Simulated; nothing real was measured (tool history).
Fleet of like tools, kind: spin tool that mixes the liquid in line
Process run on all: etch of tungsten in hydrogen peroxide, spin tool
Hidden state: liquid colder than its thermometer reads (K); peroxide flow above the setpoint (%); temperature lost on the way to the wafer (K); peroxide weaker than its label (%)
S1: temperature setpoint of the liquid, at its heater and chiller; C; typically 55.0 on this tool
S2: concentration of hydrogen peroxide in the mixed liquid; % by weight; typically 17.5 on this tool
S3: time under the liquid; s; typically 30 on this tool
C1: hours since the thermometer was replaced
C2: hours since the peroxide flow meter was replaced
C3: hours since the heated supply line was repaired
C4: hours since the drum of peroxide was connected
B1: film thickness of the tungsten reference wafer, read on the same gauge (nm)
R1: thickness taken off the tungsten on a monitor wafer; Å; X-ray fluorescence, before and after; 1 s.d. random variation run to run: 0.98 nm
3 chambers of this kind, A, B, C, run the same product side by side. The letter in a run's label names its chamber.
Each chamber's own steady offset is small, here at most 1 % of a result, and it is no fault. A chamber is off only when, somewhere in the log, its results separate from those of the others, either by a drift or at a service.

| run | hour | S1 | S2 | S3 | C1 | C2 | C3 | C4 | B1 | R1 |
|---|---|---|---|---|---|---|---|---|---|---|
| 1A | 13.2 | 55.0 | 17.5 | 30 | 1414.3 | 342.5 | 373.1 | 534.3 | 149.98 | 1052.40 |
| 2B | 22.0 | 55.0 | 17.5 | 30 | 879.7 | 615.5 | 1716.7 | 53.8 | 150.00 | 1052.90 |
| 3C | 33.7 | 55.0 | 17.5 | 30 | 2317.7 | 1479.9 | 951.9 | 1056.1 | 150.00 | 1063.20 |
| 4A | 40.8 | 55.0 | 17.5 | 30 | 1441.9 | 370.1 | 400.7 | 561.9 | 150.01 | 1067.40 |
| 5C | 50.8 | 55.0 | 17.5 | 30 | 2334.8 | 1497.0 | 969.0 | 1073.2 | 150.00 | 1043.20 |
| 6B | 59.0 | 55.0 | 17.5 | 30 | 916.7 | 652.5 | 1753.7 | 90.8 | 150.00 | 1073.60 |
| 7A | 69.3 | 58.5 | 17.5 | 50 | 1470.4 | 398.6 | 429.2 | 590.4 | 149.99 | 2138.50 |
| 8B | 80.7 | 58.5 | 17.5 | 50 | 938.4 | 674.2 | 1775.4 | 112.5 | 150.00 | 2196.50 |
| 9C | 88.6 | 58.5 | 17.5 | 50 | 2372.6 | 1534.8 | 1006.8 | 1111.0 | 149.98 | 2119.90 |
|  | 93.8 | chamber C: peroxide flow meter replaced |
| 10C | 99.1 | 55.0 | 17.5 | 30 | 2383.1 | 5.4 | 1017.3 | 1121.5 | 150.02 | 1048.20 |
| 11A | 107.5 | 55.0 | 17.5 | 30 | 1508.6 | 436.8 | 467.4 | 628.6 | 150.02 | 1058.60 |
| 12B | 114.9 | 55.0 | 17.5 | 30 | 972.6 | 708.4 | 1809.6 | 146.7 | 149.99 | 1044.20 |
| 13B | 122.4 | 55.0 | 17.5 | 30 | 980.1 | 715.9 | 1817.1 | 154.2 | 150.01 | 1062.00 |
| 14C | 133.6 | 47.5 | 13.0 | 30 | 2417.6 | 39.9 | 1051.8 | 1156.0 | 150.03 | 579.44 |
| 15A | 148.2 | 47.5 | 13.0 | 30 | 1549.3 | 477.5 | 508.1 | 669.3 | 149.96 | 564.35 |
| 16B | 155.8 | 47.5 | 13.0 | 30 | 1013.5 | 749.3 | 1850.5 | 187.6 | 149.99 | 572.81 |
| 17C | 170.5 | 55.0 | 17.5 | 30 | 2454.5 | 76.8 | 1088.7 | 1192.9 | 149.97 | 1054.40 |
| 18A | 176.9 | 55.0 | 17.5 | 30 | 1578.0 | 506.2 | 536.8 | 698.0 | 150.01 | 1058.80 |
| 19A | 189.6 | 55.0 | 17.5 | 30 | 1590.7 | 518.9 | 549.5 | 710.7 | 150.00 | 1061.40 |
| 20B | 197.6 | 55.0 | 17.5 | 30 | 1055.3 | 791.1 | 1892.3 | 229.4 | 150.03 | 1029.60 |
| 21C | 206.9 | 55.0 | 17.5 | 30 | 2490.9 | 113.2 | 1125.1 | 1229.3 | 149.95 | 1054.40 |
| 22B | 215.7 | 62.5 | 17.5 | 30 | 1073.4 | 809.2 | 1910.4 | 247.5 | 150.02 | 1559.50 |
| 23C | 224.6 | 62.5 | 17.5 | 30 | 2508.6 | 130.9 | 1142.8 | 1247.0 | 149.99 | 1602.80 |
| 24A | 237.3 | 62.5 | 17.5 | 30 | 1638.4 | 566.6 | 597.2 | 758.4 | 149.97 | 1609.80 |
| 25A | 245.8 | 55.0 | 17.5 | 30 | 1646.9 | 575.1 | 605.7 | 766.9 | 150.01 | 1057.00 |
| 26B | 256.8 | 55.0 | 17.5 | 30 | 1114.5 | 850.3 | 1951.5 | 288.6 | 149.98 | 992.52 |
|  | 257.7 | chamber A: new drum of peroxide connected |
| 27C | 268.4 | 55.0 | 17.5 | 30 | 2552.4 | 174.7 | 1186.6 | 1290.8 | 150.00 | 1050.40 |
| 28B | 282.2 | 55.0 | 17.5 | 30 | 1139.9 | 875.7 | 1976.9 | 314.0 | 150.02 | 962.70 |
|  | 288.4 | chamber B: peroxide flow meter replaced |
| 29A | 291.2 | 55.0 | 22.0 | 40 | 1692.3 | 620.5 | 651.1 | 33.6 | 150.04 | 1591.60 |
| 30C | 304.7 | 55.0 | 22.0 | 40 | 2588.7 | 211.0 | 1222.9 | 1327.1 | 149.97 | 1586.70 |
| 31A | 312.4 | 55.0 | 22.0 | 40 | 1713.5 | 641.7 | 672.3 | 54.8 | 149.97 | 1595.60 |
| 32B | 326.4 | 55.0 | 17.5 | 30 | 1184.1 | 38.1 | 2021.1 | 358.2 | 150.01 | 941.09 |

What goes on in this fleet: one chamber off, a drifting gauge, or nothing beyond the chambers' own small offsets? Name the chamber and the cause, if any.

Little by little, chamber B moves away from the other chambers.
What lies behind it: temperature lost on the way to the wafer (K) = 2.08.
From this log alone, it may not be told apart from: liquid colder than its thermometer reads (K).

Here are 4 candidates for chamber B's next run, each the usual settings with a change, their results left as question marks. Which one brings its results back in line with what the others give on the usual settings?
Allowed miss from the other chambers' usual-settings mean, per result, to count as in line: R1 34.00 Å
| 33B-1 | 337.0 | 55.0 | 21.5 | 30 |  |  |  |  |  | ? |
| 33B-2 | 337.0 | 54.0 | 17.5 | 25 |  |  |  |  |  | ? |
| 33B-3 | 337.0 | 53.0 | 17.5 | 30 |  |  |  |  |  | ? |
| 33B-4 | 337.0 | 56.5 | 17.5 | 35 |  |  |  |  |  | ? |

Other chambers, usual settings, mean: R1 1051.10 Å
| run | R1 |
|---|---|
| 33B-1 | 1049.10 |
| 33B-2 | 742.90 |
| 33B-3 | 839.05 |
| 33B-4 | 1207.60 |
33B-1 is the one that brings the chamber's results back in line with the other chambers.

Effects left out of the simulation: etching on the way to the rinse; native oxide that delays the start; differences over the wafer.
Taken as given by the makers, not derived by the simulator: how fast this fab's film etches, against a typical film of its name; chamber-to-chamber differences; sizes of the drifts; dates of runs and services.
